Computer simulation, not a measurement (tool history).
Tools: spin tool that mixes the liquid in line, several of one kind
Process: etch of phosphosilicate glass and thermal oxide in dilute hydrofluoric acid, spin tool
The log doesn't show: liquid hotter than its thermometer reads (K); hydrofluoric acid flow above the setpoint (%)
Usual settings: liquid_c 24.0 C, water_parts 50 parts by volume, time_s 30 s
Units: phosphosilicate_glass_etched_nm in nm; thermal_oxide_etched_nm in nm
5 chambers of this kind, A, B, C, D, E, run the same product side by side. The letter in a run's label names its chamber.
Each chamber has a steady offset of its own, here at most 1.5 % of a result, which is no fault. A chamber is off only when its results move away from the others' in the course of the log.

run	hour	liquid_c	water_parts	time_s	hours since the thermometer was replaced	hours since the hydrofluoric acid flow meter was replaced	read-back film thickness of the phosphosilicate glass reference wafer, read on the same gauge (nm)	read-back film thickness of the thermal oxide reference wafer, read on the same gauge (nm)	phosphosilicate_glass_etched_nm	thermal_oxide_etched_nm
1A	2.7	24.0	50	30	664.3	127.2	120.02	150.01	81.747	3.0559
2D	6.5	24.0	50	30	1812.4	654.3	119.98	150.00	83.038	3.0441
3C	11.8	24.0	50	30	1562.4	101.0	120.03	150.02	81.583	3.0922
4E	14.6	24.0	50	30	901.6	454.2	119.97	149.99	82.221	3.1071
5B	17.5	24.0	50	30	37.9	185.8	119.95	150.00	82.520	3.1156
6D	21.5	24.0	50	30	1827.4	669.3	119.97	149.99	82.540	3.0983
7C	26.6	27.5	50	30	1577.2	115.8	120.00	150.00	94.259	3.5370
8A	31.2	27.5	50	30	692.8	155.7	120.03	150.00	93.687	3.5321
9E	36.2	27.5	50	30	923.2	475.8	120.03	150.00	94.578	3.5673
10B	38.6	27.5	50	30	59.0	206.9	119.94	150.00	94.579	3.5570
11D	43.6	27.5	50	30	1849.5	691.4	120.01	150.00	95.279	3.5461
12A	48.6	27.5	50	15	710.2	173.1	120.01	150.01	47.267	1.7695
# hour 51.3: chamber A: thermometer replaced
13B	51.7	27.5	50	15	72.1	220.0	120.03	150.00	47.477	1.7812
14C	54.8	27.5	50	15	1605.4	144.0	120.04	150.02	47.246	1.7661
15E	57.2	27.5	50	15	944.2	496.8	120.02	149.99	47.223	1.7841
16C	62.2	27.5	50	15	1612.8	151.4	120.00	149.99	47.087	1.7771
17B	66.1	24.0	50	30	86.5	234.4	120.00	149.97	82.841	3.1220
18A	69.5	24.0	50	30	18.2	194.0	119.99	150.01	81.556	3.0997
19E	72.6	24.0	50	30	959.6	512.2	119.97	150.00	81.879	3.1269
20D	77.9	24.0	50	30	1883.8	725.7	119.99	150.00	82.043	3.0702
21D	80.8	24.0	50	30	1886.7	728.6	120.01	149.99	82.520	3.0956
22A	84.6	24.0	50	30	33.3	209.1	119.96	150.02	81.707	3.0788
23C	88.4	20.5	50	30	1639.0	177.6	120.00	149.98	70.894	2.6476
24E	92.7	20.5	50	30	979.7	532.3	120.00	150.01	71.164	2.6832
25B	96.1	20.5	50	30	116.5	264.4	120.04	150.01	71.382	2.7272
26E	99.3	20.5	50	30	986.3	538.9	119.99	150.00	71.247	2.6917
27A	103.0	20.5	50	30	51.7	227.5	119.99	150.03	70.465	2.6494
28D	106.2	24.0	50	45	1912.1	754.0	119.98	150.01	124.150	4.6272
29C	108.6	24.0	50	45	1659.2	197.8	120.01	150.02	122.850	4.6691
30B	111.7	24.0	50	45	132.1	280.0	119.99	149.98	123.600	4.6905
31A	116.7	24.0	50	45	65.4	241.2	120.04	150.01	121.940	4.6020
32E	121.3	24.0	50	45	1008.3	560.9	119.97	150.01	122.790	4.6808
# hour 124.2: chamber E: hydrofluoric acid flow meter replaced
33C	124.7	24.0	30	30	1675.3	213.9	119.96	149.99	138.510	5.2933
34D	129.0	24.0	30	30	1934.9	776.8	120.00	150.00	140.540	5.1933
35B	131.5	24.0	30	30	151.9	299.8	119.96	150.02	140.390	5.3146
# hour 131.8: chamber D: thermometer replaced
36E	134.8	24.0	30	30	1021.8	10.6	119.99	149.98	139.210	5.2894
37A	138.3	24.0	30	30	87.0	262.8	120.01	149.99	141.890	5.3563
38C	140.8	24.0	35	20	1691.4	230.0	120.01	150.00	78.686	2.9484
39B	145.1	24.0	35	20	165.5	313.4	120.03	150.00	79.735	3.0024
40D	148.2	24.0	35	20	16.4	796.0	120.02	149.99	79.908	2.9741
41E	152.6	24.0	35	20	1039.6	28.4	120.01	149.99	79.297	3.0343
42A	156.2	24.0	35	20	104.9	280.7	119.99	150.01	79.825	2.9669
43D	158.6	24.0	50	30	26.8	806.4	119.94	150.00	82.442	3.0792

What goes on in this fleet: one chamber off, a drifting gauge, or nothing beyond the chambers' own small offsets? Name the chamber and the cause, if any.

No chamber stands off beyond its own small offset, and the gauge holds steady.
